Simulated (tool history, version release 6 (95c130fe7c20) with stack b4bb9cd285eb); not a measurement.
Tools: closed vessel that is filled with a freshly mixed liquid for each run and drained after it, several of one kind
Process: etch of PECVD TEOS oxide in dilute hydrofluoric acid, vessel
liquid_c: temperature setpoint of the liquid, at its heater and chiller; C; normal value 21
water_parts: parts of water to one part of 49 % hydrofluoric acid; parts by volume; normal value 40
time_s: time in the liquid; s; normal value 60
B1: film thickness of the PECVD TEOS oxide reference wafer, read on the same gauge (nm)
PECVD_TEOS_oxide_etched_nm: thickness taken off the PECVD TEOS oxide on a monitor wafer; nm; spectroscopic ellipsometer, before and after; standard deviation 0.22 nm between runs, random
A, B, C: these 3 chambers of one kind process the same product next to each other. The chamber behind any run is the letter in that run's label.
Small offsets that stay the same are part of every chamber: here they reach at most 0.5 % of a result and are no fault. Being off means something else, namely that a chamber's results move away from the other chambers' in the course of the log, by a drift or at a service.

run 1B hour=8.2 | liquid_c=21 water_parts=40 time_s=60 | B1=140.04 | PECVD_TEOS_oxide_etched_nm=30.259
run 2A hour=13.1 | liquid_c=21 water_parts=40 time_s=60 | B1=139.98 | PECVD_TEOS_oxide_etched_nm=30.475
run 3C hour=17.0 | liquid_c=21 water_parts=40 time_s=60 | B1=139.97 | PECVD_TEOS_oxide_etched_nm=30.159
run 4C hour=21.6 | liquid_c=21 water_parts=40 time_s=60 | B1=140.01 | PECVD_TEOS_oxide_etched_nm=30.542
run 5B hour=29.1 | liquid_c=21 water_parts=40 time_s=60 | B1=140.02 | PECVD_TEOS_oxide_etched_nm=30.741
run 6A hour=33.0 | liquid_c=21 water_parts=40 time_s=60 | B1=140.04 | PECVD_TEOS_oxide_etched_nm=30.317
run 7A hour=40.0 | liquid_c=21 water_parts=25 time_s=60 | B1=140.00 | PECVD_TEOS_oxide_etched_nm=49.347
run 8B hour=45.7 | liquid_c=21 water_parts=25 time_s=60 | B1=140.03 | PECVD_TEOS_oxide_etched_nm=50.658
run 9C hour=53.3 | liquid_c=21 water_parts=25 time_s=60 | B1=140.00 | PECVD_TEOS_oxide_etched_nm=49.858
run 10B hour=58.9 | liquid_c=21 water_parts=40 time_s=60 | B1=139.98 | PECVD_TEOS_oxide_etched_nm=30.652
run 11A hour=64.9 | liquid_c=26 water_parts=30 time_s=60 | B1=140.03 | PECVD_TEOS_oxide_etched_nm=50.540
run 12C hour=69.9 | liquid_c=26 water_parts=30 time_s=60 | B1=140.03 | PECVD_TEOS_oxide_etched_nm=51.686
run 13B hour=75.2 | liquid_c=26 water_parts=30 time_s=60 | B1=139.96 | PECVD_TEOS_oxide_etched_nm=50.230
run 14C hour=82.8 | liquid_c=19 water_parts=40 time_s=75 | B1=140.05 | PECVD_TEOS_oxide_etched_nm=35.161
run 15A hour=87.6 | liquid_c=19 water_parts=40 time_s=75 | B1=140.05 | PECVD_TEOS_oxide_etched_nm=35.383
run 16C hour=94.3 | liquid_c=19 water_parts=40 time_s=75 | B1=139.99 | PECVD_TEOS_oxide_etched_nm=35.325
run 17B hour=99.5 | liquid_c=21 water_parts=40 time_s=60 | B1=139.98 | PECVD_TEOS_oxide_etched_nm=29.809
run 18A hour=106.4 | liquid_c=21 water_parts=40 time_s=60 | B1=140.01 | PECVD_TEOS_oxide_etched_nm=30.532
run 19A hour=111.6 | liquid_c=21 water_parts=40 time_s=60 | B1=139.93 | PECVD_TEOS_oxide_etched_nm=30.681
-- hour=112.5 chamber A: hydrofluoric acid flow meter replaced
run 20B hour=119.8 | liquid_c=21 water_parts=40 time_s=60 | B1=140.04 | PECVD_TEOS_oxide_etched_nm=29.370
run 21C hour=126.0 | liquid_c=21 water_parts=40 time_s=60 | B1=140.01 | PECVD_TEOS_oxide_etched_nm=30.131
run 22A hour=134.1 | liquid_c=21 water_parts=40 time_s=60 | B1=139.99 | PECVD_TEOS_oxide_etched_nm=30.463
run 23C hour=138.5 | liquid_c=21 water_parts=40 time_s=60 | B1=140.01 | PECVD_TEOS_oxide_etched_nm=31.034
run 24B hour=146.0 | liquid_c=21 water_parts=40 time_s=60 | B1=140.02 | PECVD_TEOS_oxide_etched_nm=28.967
run 25A hour=150.4 | liquid_c=21 water_parts=40 time_s=60 | B1=140.02 | PECVD_TEOS_oxide_etched_nm=30.571

Is one chamber out of step, is the gauge drifting, or do the chambers differ by no more than their own small offsets? For an off chamber, give its letter and the likeliest cause.

It is chamber B that slowly wanders off from its peers.
Cause: hydrofluoric acid flow below the setpoint (%) = 5.51.
The log may not tell that from: liquid colder than its thermometer reads (K).

Which of the 4 candidates below, each the usual settings with something changed and its results left as question marks, puts chamber B back in line with what the other chambers give on the usual settings?
In line means no further than this from the other chambers' mean on the usual settings: PECVD_TEOS_oxide_etched_nm 0.750 nm
run 26B-1 hour=156.6 | liquid_c=22.5 water_parts=40 time_s=60 | PECVD_TEOS_oxide_etched_nm=?
run 26B-2 hour=156.6 | liquid_c=20.5 water_parts=40 time_s=60 | PECVD_TEOS_oxide_etched_nm=?
run 26B-3 hour=156.6 | liquid_c=19.5 water_parts=40 time_s=60 | PECVD_TEOS_oxide_etched_nm=?
run 26B-4 hour=156.6 | liquid_c=21.5 water_parts=40 time_s=60 | PECVD_TEOS_oxide_etched_nm=?

On the usual settings, the other chambers give on average: PECVD_TEOS_oxide_etched_nm 30.551 nm
run=26B-1 PECVD_TEOS_oxide_etched_nm=30.586
run=26B-2 PECVD_TEOS_oxide_etched_nm=28.097
run=26B-3 PECVD_TEOS_oxide_etched_nm=26.910
run=26B-4 PECVD_TEOS_oxide_etched_nm=29.314
26B-1 brings the chamber back in line.
